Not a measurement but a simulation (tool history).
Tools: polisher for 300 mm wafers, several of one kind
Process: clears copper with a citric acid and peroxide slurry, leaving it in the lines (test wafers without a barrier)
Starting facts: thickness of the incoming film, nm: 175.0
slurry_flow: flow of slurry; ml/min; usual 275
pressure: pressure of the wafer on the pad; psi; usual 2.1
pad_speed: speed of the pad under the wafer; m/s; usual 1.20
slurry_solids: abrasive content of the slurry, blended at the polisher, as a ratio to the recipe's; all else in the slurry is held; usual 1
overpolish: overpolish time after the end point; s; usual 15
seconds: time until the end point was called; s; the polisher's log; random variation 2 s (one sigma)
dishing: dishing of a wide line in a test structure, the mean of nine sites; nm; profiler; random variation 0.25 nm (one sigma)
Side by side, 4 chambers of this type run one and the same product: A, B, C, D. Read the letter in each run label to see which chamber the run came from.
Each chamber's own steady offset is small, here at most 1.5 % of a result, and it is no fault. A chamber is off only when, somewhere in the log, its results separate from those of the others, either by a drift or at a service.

run	hour	slurry_flow	pressure	pad_speed	slurry_solids	overpolish	seconds	dishing
1C	4.7	275	2.1	1.20	1	15	108.240	14.4090
2B	6.7	275	2.1	1.20	1	15	105.600	15.1400
3A	9.2	275	2.1	1.20	1	15	106.880	15.1190
# hour 12.1: chamber B: worn pad replaced by a new one
4D	12.6	275	2.1	1.20	1	15	109.490	14.7150
5C	14.7	275	2.1	1.20	1	15	107.510	14.2470
6D	17.9	275	2.1	1.20	1	15	108.330	14.6420
7B	21.1	275	2.1	1.20	1	15	107.190	14.3060
8A	24.5	275	2.1	1.20	1	15	110.530	14.7600
9B	26.9	275	2.1	1.20	1	15	107.630	14.8100
10C	30.4	275	2.1	1.20	1	15	111.030	14.8430
11D	33.7	275	2.4	1.20	1	15	95.709	16.1040
12A	37.0	275	2.4	1.20	1	15	97.501	16.3500
13B	39.4	275	2.4	1.20	1	15	95.242	16.3070
14C	41.4	275	2.4	1.20	1	15	96.405	16.1930
15D	43.8	275	2.1	1.20	1	15	111.560	14.7200
16A	47.1	275	2.1	1.20	1	15	109.760	14.6720
# hour 49.8: chamber D: worn pad replaced by a new one
17D	50.6	225	2.1	1.20	1	12	112.610	12.5260
18A	54.8	225	2.1	1.20	1	12	115.270	11.5630
19B	59.2	225	2.1	1.20	1	12	110.440	12.4750
20C	61.9	225	2.1	1.20	1	12	113.500	12.3280
21C	65.3	275	1.5	1.20	1	15	152.400	11.6840
22D	68.6	275	1.5	1.20	1	15	147.030	11.5600
23A	72.0	275	1.5	1.20	1	15	167.550	10.4980
24B	74.3	275	1.5	1.20	1	15	149.990	11.6130
# hour 75.3: chamber C: slurry blender recalibrated
25A	78.6	275	2.1	1.20	1	15	114.510	14.2580
26C	82.2	275	2.1	1.20	1	15	107.870	14.7100
27B	86.8	275	2.1	1.20	1	15	108.070	14.7860
28D	89.1	275	2.1	1.20	1	15	109.430	14.6790
29A	91.3	275	2.1	1.20	1	7	116.210	7.4120
30C	93.6	275	2.1	1.20	1	7	106.110	7.7442
31B	98.2	275	2.1	1.20	1	7	107.480	8.0109
# hour 99.3: chamber C: worn pad replaced by a new one
32D	101.2	275	2.1	1.20	1	7	109.350	7.8119
# hour 102.3: chamber B: worn pad replaced by a new one
33B	104.5	275	2.1	1.58	1	18	83.372	19.5800
34A	107.9	275	2.1	1.58	1	18	90.079	18.4610
35C	110.7	275	2.1	1.58	1	18	83.369	20.0160
# hour 113.4: chamber C: head pressure recalibrated
36D	114.3	275	2.1	1.58	1	18	81.171	20.0540
37D	116.4	275	2.1	1.34	1	15	96.054	15.8410
38A	118.6	275	2.1	1.34	1	15	109.960	15.1300
39B	121.4	275	2.1	1.34	1	15	96.576	15.5990
40C	124.0	275	2.1	1.34	1	15	95.857	15.7120
41B	128.5	275	2.1	1.20	1	15	106.480	15.3760
42C	132.0	275	2.7	1.20	1	15	84.771	17.2820

Next, every chamber runs the same settings. What will each give?
43A	135.4	230	2.1	1.20	1	15	?	?
43B	135.4	230	2.1	1.20	1	15	?	?
43C	135.4	230	2.1	1.20	1	15	?	?
43D	135.4	230	2.1	1.20	1	15	?	?

run	seconds	dishing
43A	128.880	13.6300
43B	109.950	14.3560
43C	115.780	14.4350
43D	111.260	14.3640
